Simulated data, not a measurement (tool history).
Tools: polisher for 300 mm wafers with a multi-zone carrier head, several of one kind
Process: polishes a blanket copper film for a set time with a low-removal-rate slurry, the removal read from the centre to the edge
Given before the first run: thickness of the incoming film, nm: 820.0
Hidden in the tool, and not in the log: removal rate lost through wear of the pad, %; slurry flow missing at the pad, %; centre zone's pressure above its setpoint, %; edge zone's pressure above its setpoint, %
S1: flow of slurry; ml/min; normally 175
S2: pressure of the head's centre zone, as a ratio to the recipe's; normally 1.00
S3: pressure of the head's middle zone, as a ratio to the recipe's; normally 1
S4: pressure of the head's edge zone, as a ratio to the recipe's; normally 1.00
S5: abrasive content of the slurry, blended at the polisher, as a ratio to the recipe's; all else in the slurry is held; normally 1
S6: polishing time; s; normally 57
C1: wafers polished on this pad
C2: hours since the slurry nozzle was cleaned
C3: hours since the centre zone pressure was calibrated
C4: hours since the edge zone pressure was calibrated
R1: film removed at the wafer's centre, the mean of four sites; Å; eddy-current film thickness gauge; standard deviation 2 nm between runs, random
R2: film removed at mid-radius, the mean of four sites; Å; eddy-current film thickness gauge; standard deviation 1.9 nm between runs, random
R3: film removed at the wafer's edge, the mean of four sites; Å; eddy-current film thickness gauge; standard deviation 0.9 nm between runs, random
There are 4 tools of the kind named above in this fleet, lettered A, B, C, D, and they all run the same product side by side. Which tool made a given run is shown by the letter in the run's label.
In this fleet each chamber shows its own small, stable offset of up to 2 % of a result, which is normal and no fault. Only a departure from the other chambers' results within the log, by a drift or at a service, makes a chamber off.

run,day,S1,S2,S3,S4,S5,S6,C1,C2,C3,C4,R1,R2,R3
1D,0.308,175,1.00,1,1.00,1,57,1281,128.4,355.6,428.0,1505.3,1500.3,1473.1
2B,0.504,175,1.00,1,1.00,1,57,506,166.9,96.3,829.2,1477.4,1495.0,1468.0
# day 0.767: chamber D: worn pad replaced by a new one
3A,0.833,175,1.00,1,1.00,1,57,653,341.2,417.1,265.7,1462.6,1456.6,1488.3
4C,1.071,175,1.00,1,1.00,1,57,267,767.7,238.1,88.3,1445.5,1479.6,1473.4
5C,1.383,175,1.00,1,1.00,1,57,326,775.2,245.6,95.8,1488.7,1477.9,1453.6
# day 1.496: chamber B: worn pad replaced by a new one
6B,1.692,175,1.00,1,1.00,1,57,37,195.4,124.8,857.7,1456.1,1471.5,1486.9
7D,1.938,175,1.00,1,1.00,1,57,223,167.5,394.7,467.1,1475.0,1510.5,1465.2
8A,2.179,175,1.00,1,1.00,1,57,910,373.5,449.4,298.0,1471.1,1449.9,1457.8
9D,2.538,175,1.00,1,1.00,1,57,337,181.9,409.1,481.5,1512.0,1458.1,1476.5
10A,2.758,175,1.00,1,1.00,1,57,1021,387.4,463.3,311.9,1472.0,1489.6,1466.2
11B,2.950,175,1.00,1,1.00,1,57,277,225.6,155.0,887.9,1417.4,1522.8,1480.8
12C,3.142,175,0.96,1,0.95,1,57,662,817.4,287.8,138.0,1441.8,1483.3,1431.5
13C,3.533,175,0.96,1,0.95,1,57,736,826.8,297.2,147.4,1411.1,1496.8,1404.7
14A,3.912,175,0.96,1,0.95,1,57,1241,415.1,491.0,339.6,1386.3,1488.5,1442.1
15D,4.146,175,0.96,1,0.95,1,57,644,220.5,447.7,520.1,1425.6,1454.4,1438.2
# day 4.267: chamber A: worn pad replaced by a new one
16B,4.550,175,1.00,1,1.00,1,57,583,264.0,193.4,926.3,1483.9,1485.4,1489.1
# day 4.700: chamber B: worn pad replaced by a new one
17D,4.921,175,1.00,1,1.00,1,69,792,239.1,466.3,538.7,1807.5,1798.1,1776.7
18B,5.154,175,1.00,1,1.00,1,69,86,278.5,207.9,940.8,1788.8,1800.5,1785.0
19A,5.358,175,1.00,1,1.00,1,69,208,449.8,525.7,374.3,1776.5,1830.3,1782.8
# day 5.625: chamber A: edge zone pressure recalibrated
20C,5.671,175,1.00,1,1.00,1,69,1144,878.1,348.5,198.7,1770.6,1812.8,1782.5
# day 5.750: chamber B: edge zone pressure recalibrated
# day 5.817: chamber A: centre zone pressure recalibrated
21B,6.058,175,1.00,1,1.00,1,57,259,300.2,229.6,7.5,1444.1,1473.6,1489.8
# day 6.346: chamber D: centre zone pressure recalibrated
22A,6.383,175,1.00,1,1.00,1,57,404,474.4,13.7,18.3,1507.5,1462.4,1452.1
# day 6.479: chamber C: worn pad replaced by a new one
23C,6.758,175,1.00,1,1.00,1,57,53,904.2,374.6,224.8,1483.4,1478.1,1457.1
24D,7.029,175,1.00,1,1.00,1,57,1194,289.7,16.5,589.3,1478.2,1485.1,1463.4
25A,7.417,175,1.00,1,1.00,1,57,601,499.2,38.5,43.1,1474.5,1448.0,1479.4

Does one chamber stand apart from the rest, does the shared gauge drift, or is all well apart from small per-chamber offsets? Give the chamber and the most likely cause, where there is one.

The fleet is healthy, with each chamber sitting at its usual small offset and no drift in the gauge.
